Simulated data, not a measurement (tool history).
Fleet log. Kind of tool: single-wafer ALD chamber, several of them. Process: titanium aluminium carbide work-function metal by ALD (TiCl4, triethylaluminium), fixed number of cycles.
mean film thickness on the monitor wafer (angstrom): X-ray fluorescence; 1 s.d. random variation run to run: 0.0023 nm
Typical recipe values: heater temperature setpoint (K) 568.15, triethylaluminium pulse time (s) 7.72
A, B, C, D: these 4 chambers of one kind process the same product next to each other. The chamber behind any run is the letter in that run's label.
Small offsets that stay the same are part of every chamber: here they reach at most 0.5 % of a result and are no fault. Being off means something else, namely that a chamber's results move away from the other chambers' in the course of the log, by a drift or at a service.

run	hour	heater temperature setpoint (K)	triethylaluminium pulse time (s)	read-back reference wafer on the same gauge, thickness_nm	mean film thickness on the monitor wafer (angstrom)
1B	8.5	568.15	7.72	2.04	18.871
2D	18.3	568.15	7.72	2.04	18.72
3C	27.8	568.15	7.72	2.041	18.749
4A	38.6	568.15	7.72	2.0411	18.84
# hour 41.2: chamber C: triethylaluminium bottle replaced
5A	47.9	568.15	7.72	2.0412	18.878
6B	61	568.15	7.72	2.0418	18.869
7D	71.6	568.15	8.92	2.0412	19.263
8C	81.6	568.15	8.92	2.0418	19.226
9D	89.8	568.15	8.92	2.0428	19.279
10C	100	568.15	8.92	2.0428	19.208
11A	111.7	568.15	7.72	2.043	18.855
12B	121.4	568.15	7.72	2.0433	18.882
13C	130.5	568.15	7.72	2.0443	18.746
14D	136.7	568.15	7.72	2.0436	18.759
15A	144	568.15	7.72	2.0438	18.862
# hour 149: chamber D: triethylaluminium bottle replaced
16B	152.6	568.15	7.72	2.0441	18.887
17B	160.3	568.15	5.88	2.045	17.601
18C	166.8	568.15	5.88	2.045	17.574
19A	175.4	568.15	5.88	2.0447	17.626
20D	186	568.15	5.88	2.045	17.525
21D	199.4	568.15	7.72	2.0456	18.79
22A	211.6	568.15	7.72	2.0455	18.924
23B	221.1	568.15	7.72	2.0463	18.893
24C	230.4	581.15	7.72	2.0458	19.896
25C	241.3	581.15	7.72	2.0466	19.905
# hour 246.6: chamber D: thermocouple changed; heater temperature recalibrated
26D	249.8	581.15	7.72	2.0469	19.905
27B	262.3	581.15	7.72	2.0474	20.031
28A	273.4	568.15	7.72	2.0476	18.902
29D	280.4	568.15	7.72	2.0483	18.836
30C	290.1	568.15	7.72	2.0475	18.817
31A	297.6	568.15	7.72	2.0482	18.934
32B	310.4	568.15	7.72	2.0484	18.91
33C	323.1	568.15	7.72	2.0488	18.791
34B	332.3	568.15	7.72	2.0489	18.95
35A	339.6	568.15	7.72	2.049	18.893
36D	352.6	568.15	7.72	2.0497	18.844
37C	359.6	568.15	7.72	2.0497	18.806

Predict what each chamber gives when all 4 of them run the settings below next.
38A	369.4	578.15	7.72		?
38B	369.4	578.15	7.72		?
38C	369.4	578.15	7.72		?
38D	369.4	578.15	7.72		?

run	mean film thickness on the monitor wafer (angstrom)
38A	19.773
38B	19.819
38C	19.642
38D	19.69
